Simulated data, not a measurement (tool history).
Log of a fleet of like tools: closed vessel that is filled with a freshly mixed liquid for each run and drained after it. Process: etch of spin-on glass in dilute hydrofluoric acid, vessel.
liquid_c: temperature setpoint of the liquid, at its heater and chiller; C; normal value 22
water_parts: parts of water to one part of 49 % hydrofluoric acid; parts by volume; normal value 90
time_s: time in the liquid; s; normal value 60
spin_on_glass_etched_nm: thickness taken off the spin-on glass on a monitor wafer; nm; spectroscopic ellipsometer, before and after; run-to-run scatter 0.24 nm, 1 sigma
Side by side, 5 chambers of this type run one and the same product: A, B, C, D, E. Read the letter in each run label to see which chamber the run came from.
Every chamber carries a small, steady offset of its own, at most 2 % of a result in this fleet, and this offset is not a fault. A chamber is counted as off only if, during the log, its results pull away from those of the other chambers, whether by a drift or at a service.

run	day	liquid_c	water_parts	time_s	read-back film thickness of the spin-on glass reference wafer, read on the same gauge (nm)	spin_on_glass_etched_nm
1A	0.371	22	90	60	139.99	31.347
2C	0.708	22	90	60	139.98	31.077
3E	1.150	22	90	60	140.00	31.896
4B	1.721	22	90	60	139.97	31.750
5D	2.258	22	90	60	140.01	31.296
6D	2.621	22	90	60	139.99	31.135
7B	2.900	22	90	60	140.01	32.006
8E	3.438	22	90	60	140.05	31.571
9A	3.704	22	90	60	140.01	32.060
10C	4.050	22	90	60	140.00	31.490
11B	4.375	22	90	60	140.03	31.680
12E	4.667	22	90	60	139.98	32.161
13C	4.929	22	90	60	140.05	31.475
14A	5.271	22	90	60	140.01	31.540
15D	5.638	22	90	60	140.01	31.055
16A	6.204	22	90	60	139.98	31.456
17C	6.700	27	90	40	139.99	25.313
18B	7.150	27	90	40	140.02	25.644
19D	7.612	27	90	40	139.98	25.384
20E	8.046	27	90	40	139.97	25.841
21D	8.304	27	90	40	139.98	25.405
22B	8.875	24	90	90	140.00	51.754
23A	9.133	24	90	90	139.97	51.743
24E	9.454	24	90	90	140.01	51.714
25C	10.046	24	90	90	140.00	49.479
26A	10.304	24	90	90	139.99	50.860
27D	10.654	22	90	90	140.00	46.287
28B	10.925	22	90	90	140.01	47.333
29E	11.496	22	90	90	139.97	47.743
30C	11.758	22	90	90	139.96	45.891
31C	12.029	22	90	90	140.00	44.983
32D	12.312	22	90	60	140.01	31.134
# day 12.383: chamber B: hydrofluoric acid flow meter replaced
33B	12.650	22	90	60	140.01	31.703
34E	13.125	22	90	60	140.02	31.813
35A	13.621	22	50	75	140.00	73.041
36E	14.125	22	50	75	139.98	73.777
37C	14.483	22	50	75	140.03	68.452

Is one chamber off against the others, does the gauge drift, or is nothing wrong? If a chamber is off, say which, and what the likeliest cause is.

It is chamber C that slowly wanders off from its peers.
What lies behind it: liquid colder than its thermometer reads (K) = 1.69.
With only this log, it may be confused with: hydrofluoric acid flow below the setpoint (%).

Chamber C could run next with any of the 4 candidate recipes listed below; each alters the usual settings, and their results appear as question marks. Which one brings its results back in line with what the other chambers deliver on the usual settings?
Counts as in line when no further than this from what the other chambers average on the usual settings: spin_on_glass_etched_nm 0.850 nm
38C-1	14.912	23.5	90	60		?
38C-2	14.912	20.5	90	60		?
38C-3	14.912	21.5	90	60		?
38C-4	14.912	22.5	90	60		?

On the usual settings, the other chambers give on average: spin_on_glass_etched_nm 31.501 nm
run	spin_on_glass_etched_nm
38C-1	31.486
38C-2	27.800
38C-3	28.993
38C-4	30.225
38C-1 brings the chamber back in line.

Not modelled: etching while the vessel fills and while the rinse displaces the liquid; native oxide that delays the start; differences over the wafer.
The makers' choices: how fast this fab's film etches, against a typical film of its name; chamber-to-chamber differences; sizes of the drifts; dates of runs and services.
